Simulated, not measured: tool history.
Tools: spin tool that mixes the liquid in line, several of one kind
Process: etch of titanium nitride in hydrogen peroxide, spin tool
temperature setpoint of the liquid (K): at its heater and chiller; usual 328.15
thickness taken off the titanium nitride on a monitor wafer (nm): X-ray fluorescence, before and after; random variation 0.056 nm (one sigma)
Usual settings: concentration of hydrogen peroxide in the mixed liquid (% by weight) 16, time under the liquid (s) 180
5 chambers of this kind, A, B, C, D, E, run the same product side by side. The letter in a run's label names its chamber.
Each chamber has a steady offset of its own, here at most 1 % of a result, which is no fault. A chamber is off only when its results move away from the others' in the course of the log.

run   hour  temperature setpoint of the liquid (K)  concentration of hydrogen peroxide in the mixed liquid (% by weight)  time under the liquid (s)  hours since the thermometer was replaced  hours since the peroxide flow meter was replaced  hours since the heated supply line was repaired  hours since the drum of peroxide was connected  read-back film thickness of the titanium nitride reference wafer, read on the same gauge (nm)  thickness taken off the titanium nitride on a monitor wafer (nm)
 1D    4.6                                  328.15                                                                    16                        180                                     739.4                                             513.5                                           1314.5                                           187.5                                                                                         40.042                                                            6.2128
 2A   11.3                                  328.15                                                                    16                        180                                     230.2                                            1016.9                                           1464.1                                           982.3                                                                                         39.997                                                             6.103
 3B   17.6                                  328.15                                                                    16                        180                                     544.8                                               736                                           2314.8                                           302.1                                                                                         39.997                                                            6.1147
 4C   24.7                                  328.15                                                                    16                        180                                     422.7                                               910                                           1861.8                                          1192.5                                                                                         40.016                                                            6.0169
 5E   31.2                                  328.15                                                                    16                        180                                    2455.7                                            1632.3                                             2170                                           403.7                                                                                         40.009                                                            6.0266
 6C   34.8                                  328.15                                                                    16                        180                                     432.8                                             920.1                                           1871.9                                          1202.6                                                                                         40.033                                                            6.0831
 7E   42.6                                  328.15                                                                    16                        180                                    2467.1                                            1643.7                                           2181.4                                           415.1                                                                                         40.037                                                            6.0597
      44.2  -- chamber A: new drum of peroxide connected
      47.7  -- chamber B: new drum of peroxide connected
 8B   49.3                                  328.15                                                                    16                        180                                     576.5                                             767.7                                           2346.5                                             1.7                                                                                          39.98                                                            6.0466
 9A   54.4                                  328.15                                                                    16                        180                                     273.3                                              1060                                           1507.2                                            10.3                                                                                         39.988                                                            6.0999
10D   58.1                                  328.15                                                                    16                        180                                     792.9                                               567                                             1368                                             241                                                                                         39.986                                                            6.1156
11E   62.5                                  337.65                                                                    18                        180                                      2487                                            1663.6                                           2201.3                                             435                                                                                         39.993                                                             11.97
12C   65.9                                  337.65                                                                    18                        180                                     463.9                                             951.2                                             1903                                          1233.7                                                                                          39.97                                                            11.996
      67.6  -- chamber A: peroxide flow meter replaced
13D   70.8                                  337.65                                                                    18                        180                                     805.6                                             579.7                                           1380.7                                           253.7                                                                                         40.005                                                            12.352
14B   76.9                                  337.65                                                                    18                        180                                     604.1                                             795.3                                           2374.1                                            29.3                                                                                         40.012                                                            12.085
15A   84.1                                  337.65                                                                    18                        180                                       303                                              16.6                                           1536.9                                              40                                                                                             40                                                            11.962
16E   88.3                                  328.15                                                                  12.5                        180                                    2512.8                                            1689.4                                           2227.1                                           460.8                                                                                          40.03                                                            5.6933
17B     92                                  328.15                                                                  12.5                        180                                     619.2                                             810.4                                           2389.2                                            44.4                                                                                         40.021                                                            5.7299
      95.4  -- chamber C: peroxide flow meter replaced
18D   98.4                                  328.15                                                                  12.5                        180                                     833.2                                             607.3                                           1408.3                                           281.3                                                                                          40.03                                                             5.953
19A  104.6                                  328.15                                                                  12.5                        180                                     323.5                                              37.1                                           1557.4                                            60.5                                                                                         39.992                                                            5.8125
20C  111.5                                  328.15                                                                  12.5                        180                                     509.5                                              16.2                                           1948.6                                          1279.3                                                                                         40.006                                                            5.7654
21B  116.9                                  328.15                                                                    16                        180                                     644.1                                             835.3                                           2414.1                                            69.3                                                                                         39.956                                                            6.2239
22C  124.3                                  328.15                                                                    16                        180                                     522.3                                                29                                           1961.4                                          1292.1                                                                                         40.011                                                            6.1333
23E  129.9                                  328.15                                                                    18                        180                                    2554.4                                              1731                                           2268.7                                           502.4                                                                                          39.99                                                            6.0969
     131.2  -- chamber E: peroxide flow meter replaced
24A  134.3                                  328.15                                                                    18                        180                                     353.2                                              66.8                                           1587.1                                            90.2                                                                                         40.025                                                            6.3701
25D  141.6                                  328.15                                                                    18                        180                                     876.4                                             650.5                                           1451.5                                           324.5                                                                                         40.002                                                             6.212
26A    147                                  328.15                                                                    18                        180                                     365.9                                              79.5                                           1599.8                                           102.9                                                                                         40.007                                                            6.2824
27B  151.4                                  328.15                                                                    18                        180                                     678.6                                             869.8                                           2448.6                                           103.8                                                                                         40.034                                                            6.1053
28D    155                                  328.15                                                                    16                        180                                     889.8                                             663.9                                           1464.9                                           337.9                                                                                         40.044                                                            6.1084
29C    161                                  328.15                                                                  17.5                        245                                       559                                              65.7                                           1998.1                                          1328.8                                                                                         39.959                                                            8.4022
30E  164.8                                  328.15                                                                  17.5                        245                                    2589.3                                              33.6                                           2303.6                                           537.3                                                                                         40.005                                                            8.0961
31A  170.5                                  328.15                                                                  17.5                        245                                     389.4                                               103                                           1623.3                                           126.4                                                                                         40.026                                                            8.4656
32B  177.8                                  328.15                                                                  17.5                        245                                       705                                             896.2                                             2475                                           130.2                                                                                         40.007                                                            8.4299
33E  181.3                                  328.15                                                                  17.5                        245                                    2605.8                                              50.1                                           2320.1                                           553.8                                                                                         40.007                                                            7.9917
       184  -- chamber D: new drum of peroxide connected
34C  188.9                                  328.15                                                                    16                        180                                     586.9                                              93.6                                             2026                                          1356.7                                                                                         39.994                                                            6.0607
35D  195.5                                  328.15                                                                    16                        180                                     930.3                                             704.4                                           1505.4                                            11.5                                                                                         39.958                                                            6.0704
36B  201.6                                  337.15                                                                    16                        100                                     728.8                                               920                                           2498.8                                             154                                                                                         39.954                                                            6.3666
37C    208                                  337.15                                                                    16                        100                                       606                                             112.7                                           2045.1                                          1375.8                                                                                         39.979                                                            6.3675
       210  -- chamber C: new drum of peroxide connected
38A  212.4                                  337.15                                                                    16                        100                                     431.3                                             144.9                                           1665.2                                           168.3                                                                                         40.015                                                            6.1134
39D  220.1                                  337.15                                                                    16                        100                                     954.9                                               729                                             1530                                            36.1                                                                                         40.023                                                            6.3141
40E  224.8                                  337.15                                                                    16                        100                                    2649.3                                              93.6                                           2363.6                                           597.3                                                                                         39.965                                                            5.9415
41A  229.9                                  328.15                                                                    16                        180                                     448.8                                             162.4                                           1682.7                                           185.8                                                                                         40.019                                                            6.1422
42B  233.9                                  328.15                                                                    16                        180                                     761.1                                             952.3                                           2531.1                                           186.3                                                                                         40.017                                                            6.0841
43E  238.4                                  328.15                                                                    16                        180                                    2662.9                                             107.2                                           2377.2                                           610.9                                                                                         40.009                                                            5.6619
44C  242.7                                  328.15                                                                    16                        180                                     640.7                                             147.4                                           2079.8                                            32.7                                                                                         39.966                                                            6.0695

What goes on in this fleet: one chamber off, a drifting gauge, or nothing beyond the chambers' own small offsets? Name the chamber and the cause, if any.

Chamber E drifts away from the others.
Cause: temperature lost on the way to the wafer (K) = 0.966.
The log may not tell that from: liquid colder than its thermometer reads (K).

Here are 4 candidates for chamber E's next run, each the usual settings with a change, their results left as question marks. Which one brings its results back in line with what the others give on the usual settings?
In line means no further than this from the other chambers' mean on the usual settings: thickness taken off the titanium nitride on a monitor wafer (nm) 0.19
45E-1  248.3                                  327.65                                                                    16                        175                                                                                                                                                                                                                                                                                                                                                             ?
45E-2  248.3                                  328.15                                                                    16                        195                                                                                                                                                                                                                                                                                                                                                             ?
45E-3  248.3                                  326.15                                                                    16                        180                                                                                                                                                                                                                                                                                                                                                             ?
45E-4  248.3                                  330.15                                                                    16                        180                                                                                                                                                                                                                                                                                                                                                             ?

The other chambers' mean on the usual settings: thickness taken off the titanium nitride on a monitor wafer (nm) 6.1018
  run  thickness taken off the titanium nitride on a monitor wafer (nm)
45E-1                                                            5.2914
45E-2                                                            6.1079
45E-3                                                            4.8893
45E-4                                                            6.4949
45E-2 brings the chamber back in line.

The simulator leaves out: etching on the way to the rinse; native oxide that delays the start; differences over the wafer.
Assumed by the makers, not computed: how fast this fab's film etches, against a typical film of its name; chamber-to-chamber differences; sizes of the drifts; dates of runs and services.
